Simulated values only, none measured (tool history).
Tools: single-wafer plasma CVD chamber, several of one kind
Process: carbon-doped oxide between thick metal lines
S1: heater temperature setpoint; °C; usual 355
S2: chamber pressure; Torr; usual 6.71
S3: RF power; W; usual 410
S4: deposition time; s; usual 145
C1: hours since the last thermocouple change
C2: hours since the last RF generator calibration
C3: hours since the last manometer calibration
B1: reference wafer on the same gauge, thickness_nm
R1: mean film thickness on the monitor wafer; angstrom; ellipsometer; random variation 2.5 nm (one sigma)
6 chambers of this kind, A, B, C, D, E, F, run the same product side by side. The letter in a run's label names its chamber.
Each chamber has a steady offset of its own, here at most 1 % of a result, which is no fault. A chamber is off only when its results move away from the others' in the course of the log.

| run | day | S1 | S2 | S3 | S4 | C1 | C2 | C3 | B1 | R1 |
|---|---|---|---|---|---|---|---|---|---|---|
| 1E | 0.300 | 355 | 6.71 | 410 | 145 | 1164.2 | 978.9 | 136.0 | 759.61 | 6518.3 |
| 2F | 0.808 | 355 | 6.71 | 410 | 145 | 716.3 | 1256.5 | 199.7 | 759.27 | 6519.2 |
| 3D | 1.112 | 355 | 6.71 | 410 | 145 | 631.8 | 572.6 | 935.0 | 758.93 | 6549.1 |
| 4A | 1.458 | 355 | 6.71 | 410 | 145 | 538.1 | 1642.7 | 100.3 | 758.70 | 6499.4 |
|  | 1.617 | chamber C: thermocouple changed; heater temperature recalibrated |
| 5B | 1.788 | 355 | 6.71 | 410 | 145 | 1211.9 | 589.0 | 1036.7 | 758.76 | 6575.8 |
| 6C | 2.308 | 355 | 6.71 | 410 | 145 | 16.7 | 1719.7 | 1392.1 | 758.43 | 6553.9 |
| 7E | 2.600 | 355 | 6.71 | 410 | 145 | 1219.4 | 1034.1 | 191.2 | 758.71 | 6517.5 |
| 8F | 2.938 | 355 | 6.71 | 410 | 145 | 767.4 | 1307.6 | 250.8 | 759.34 | 6535.9 |
| 9A | 3.346 | 355 | 6.71 | 410 | 145 | 583.4 | 1688.0 | 145.6 | 758.85 | 6478.1 |
| 10D | 3.654 | 355 | 6.71 | 410 | 145 | 692.8 | 633.6 | 996.0 | 758.86 | 6558.8 |
| 11B | 4.079 | 355 | 6.71 | 410 | 145 | 1266.9 | 644.0 | 1091.7 | 758.29 | 6606.5 |
| 12C | 4.525 | 355 | 6.71 | 410 | 145 | 69.9 | 1772.9 | 1445.3 | 759.29 | 6574.0 |
| 13A | 5.029 | 355 | 6.71 | 410 | 145 | 623.8 | 1728.4 | 186.0 | 759.04 | 6480.4 |
| 14B | 5.517 | 355 | 6.71 | 410 | 145 | 1301.4 | 678.5 | 1126.2 | 758.52 | 6582.8 |
| 15D | 6.042 | 355 | 6.71 | 410 | 145 | 750.1 | 690.9 | 1053.3 | 758.61 | 6560.9 |
| 16C | 6.312 | 355 | 6.71 | 410 | 145 | 112.8 | 1815.8 | 1488.2 | 758.44 | 6567.1 |
| 17F | 6.783 | 355 | 6.71 | 410 | 145 | 859.7 | 1399.9 | 343.1 | 758.30 | 6511.5 |
| 18E | 7.325 | 355 | 6.71 | 410 | 145 | 1332.8 | 1147.5 | 304.6 | 759.04 | 6485.7 |
| 19B | 7.812 | 355 | 6.71 | 410 | 145 | 1356.5 | 733.6 | 1181.3 | 759.08 | 6550.9 |
| 20E | 8.117 | 355 | 6.71 | 410 | 145 | 1351.8 | 1166.5 | 323.6 | 758.73 | 6508.9 |
| 21D | 8.483 | 355 | 6.71 | 410 | 145 | 808.7 | 749.5 | 1111.9 | 758.19 | 6536.9 |
| 22A | 8.958 | 355 | 6.71 | 410 | 145 | 718.1 | 1822.7 | 280.3 | 759.48 | 6488.9 |
| 23C | 9.392 | 355 | 6.71 | 410 | 145 | 186.7 | 1889.7 | 1562.1 | 758.61 | 6571.6 |
| 24F | 9.742 | 355 | 6.71 | 410 | 145 | 930.7 | 1470.9 | 414.1 | 759.12 | 6488.1 |
| 25B | 10.112 | 355 | 6.71 | 410 | 145 | 1411.7 | 788.8 | 1236.5 | 759.49 | 6590.2 |
| 26D | 10.550 | 355 | 5.24 | 485 | 145 | 858.3 | 799.1 | 1161.5 | 759.56 | 7179.8 |
|  | 10.571 | chamber B: thermocouple changed; heater temperature recalibrated |
| 27F | 10.838 | 355 | 5.24 | 485 | 145 | 957.0 | 1497.2 | 440.4 | 759.50 | 7100.6 |
| 28A | 11.150 | 355 | 5.24 | 485 | 145 | 770.7 | 1875.3 | 332.9 | 758.69 | 7097.6 |
| 29C | 11.600 | 355 | 5.24 | 485 | 145 | 239.7 | 1942.7 | 1615.1 | 758.76 | 7161.0 |
| 30E | 11.971 | 355 | 5.24 | 485 | 145 | 1444.3 | 1259.0 | 416.1 | 758.38 | 7116.3 |
| 31A | 12.308 | 355 | 5.24 | 485 | 145 | 798.5 | 1903.1 | 360.7 | 758.98 | 7080.7 |
| 32E | 12.712 | 355 | 6.71 | 410 | 145 | 1462.1 | 1276.8 | 433.9 | 758.91 | 6531.3 |
|  | 12.888 | chamber F: thermocouple changed; heater temperature recalibrated |
| 33F | 13.096 | 355 | 6.71 | 410 | 145 | 5.0 | 1551.4 | 494.6 | 758.09 | 6506.3 |
| 34C | 13.517 | 355 | 6.71 | 410 | 145 | 285.7 | 1988.7 | 1661.1 | 758.30 | 6611.0 |
| 35D | 13.871 | 355 | 6.71 | 410 | 145 | 938.0 | 878.8 | 1241.2 | 758.68 | 6565.5 |
| 36B | 14.158 | 355 | 6.71 | 410 | 145 | 86.1 | 885.9 | 1333.6 | 759.39 | 6570.6 |
| 37B | 14.512 | 355 | 7.72 | 410 | 164 | 94.6 | 894.4 | 1342.1 | 759.32 | 7489.9 |
| 38D | 14.883 | 355 | 7.72 | 410 | 164 | 962.3 | 903.1 | 1265.5 | 759.76 | 7497.7 |
|  | 15.279 | chamber A: RF generator calibrated |
| 39F | 15.392 | 355 | 7.72 | 410 | 164 | 60.1 | 1606.5 | 549.7 | 757.98 | 7443.3 |
| 40A | 15.854 | 355 | 7.72 | 410 | 164 | 883.6 | 13.9 | 445.8 | 759.34 | 7378.2 |

What goes on in this fleet: one chamber off, a drifting gauge, or nothing beyond the chambers' own small offsets? Name the chamber and the cause, if any.

No chamber stands off beyond its own small offset, and the gauge holds steady.
